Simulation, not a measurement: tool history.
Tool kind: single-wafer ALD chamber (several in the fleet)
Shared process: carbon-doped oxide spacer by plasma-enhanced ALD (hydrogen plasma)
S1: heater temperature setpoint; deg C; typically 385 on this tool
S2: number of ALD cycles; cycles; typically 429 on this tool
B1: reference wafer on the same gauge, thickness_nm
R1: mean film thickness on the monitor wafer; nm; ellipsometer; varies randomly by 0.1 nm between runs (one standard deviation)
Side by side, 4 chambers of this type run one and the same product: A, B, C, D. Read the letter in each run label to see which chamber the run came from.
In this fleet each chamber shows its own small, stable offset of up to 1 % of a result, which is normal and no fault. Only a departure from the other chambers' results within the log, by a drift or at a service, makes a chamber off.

{"run": "1A", "hour": 10.8, "S1": 385, "S2": 429, "B1": 19.41, "R1": 21.532}
{"run": "2B", "hour": 20.4, "S1": 385, "S2": 429, "B1": 19.399, "R1": 21.476}
{"run": "3D", "hour": 30.0, "S1": 385, "S2": 429, "B1": 19.396, "R1": 21.685}
{"run": "4C", "hour": 41.2, "S1": 385, "S2": 429, "B1": 19.422, "R1": 21.498}
{"run": "5C", "hour": 47.8, "S1": 385, "S2": 429, "B1": 19.415, "R1": 21.455}
{"run": "6D", "hour": 53.0, "S1": 393, "S2": 481, "B1": 19.405, "R1": 24.445}
{"run": "7A", "hour": 59.1, "S1": 393, "S2": 481, "B1": 19.379, "R1": 24.027}
{"run": "8B", "hour": 65.1, "S1": 393, "S2": 481, "B1": 19.405, "R1": 24.098}
{"run": "9D", "hour": 76.8, "S1": 393, "S2": 481, "B1": 19.399, "R1": 24.041}
{"run": "10C", "hour": 85.9, "S1": 385, "S2": 429, "B1": 19.397, "R1": 21.394}
{"run": "11B", "hour": 96.0, "S1": 385, "S2": 429, "B1": 19.391, "R1": 21.352}
{"run": "12A", "hour": 101.8, "S1": 385, "S2": 429, "B1": 19.408, "R1": 21.273}
{"run": "13A", "hour": 110.8, "S1": 385, "S2": 429, "B1": 19.385, "R1": 21.405}
{"run": "14C", "hour": 121.4, "S1": 385, "S2": 429, "B1": 19.401, "R1": 21.402}
{"run": "15D", "hour": 128.2, "S1": 385, "S2": 429, "B1": 19.382, "R1": 21.523}
{"run": "16B", "hour": 135.2, "S1": 385, "S2": 429, "B1": 19.395, "R1": 21.63}
{"run": "17A", "hour": 143.7, "S1": 385, "S2": 429, "B1": 19.4, "R1": 21.346}
{"run": "18B", "hour": 152.7, "S1": 385, "S2": 429, "B1": 19.4, "R1": 21.453}
{"run": "19C", "hour": 162.3, "S1": 385, "S2": 457, "B1": 19.413, "R1": 22.698}
{"run": "20D", "hour": 173.3, "S1": 385, "S2": 457, "B1": 19.396, "R1": 22.943}
{"run": "21C", "hour": 184.4, "S1": 385, "S2": 457, "B1": 19.394, "R1": 22.963}
{"run": "22B", "hour": 191.2, "S1": 385, "S2": 457, "B1": 19.406, "R1": 22.948}
{"run": "23D", "hour": 199.6, "S1": 385, "S2": 429, "B1": 19.391, "R1": 21.335}
{"run": "24A", "hour": 209.0, "S1": 385, "S2": 429, "B1": 19.406, "R1": 21.267}
{"run": "25D", "hour": 219.4, "S1": 385, "S2": 429, "B1": 19.392, "R1": 21.562}
{"run": "26B", "hour": 230.0, "S1": 385, "S2": 429, "B1": 19.432, "R1": 21.413}
{"run": "27A", "hour": 239.2, "S1": 385, "S2": 429, "B1": 19.399, "R1": 21.382}
{"run": "28C", "hour": 249.2, "S1": 385, "S2": 429, "B1": 19.393, "R1": 21.443}
{"run": "29D", "hour": 255.6, "S1": 385, "S2": 429, "B1": 19.407, "R1": 21.576}
{"run": "30C", "hour": 265.4, "S1": 385, "S2": 429, "B1": 19.396, "R1": 21.587}
{"run": "31B", "hour": 271.9, "S1": 385, "S2": 429, "B1": 19.415, "R1": 21.672}

Next, every chamber runs the same settings. What will each give?
{"run": "32A", "hour": 280.2, "S1": 385, "S2": 509, "R1": "?"}
{"run": "32B", "hour": 280.2, "S1": 385, "S2": 509, "R1": "?"}
{"run": "32C", "hour": 280.2, "S1": 385, "S2": 509, "R1": "?"}
{"run": "32D", "hour": 280.2, "S1": 385, "S2": 509, "R1": "?"}

run=32A R1=25.419
run=32B R1=25.564
run=32C R1=25.73
run=32D R1=25.74

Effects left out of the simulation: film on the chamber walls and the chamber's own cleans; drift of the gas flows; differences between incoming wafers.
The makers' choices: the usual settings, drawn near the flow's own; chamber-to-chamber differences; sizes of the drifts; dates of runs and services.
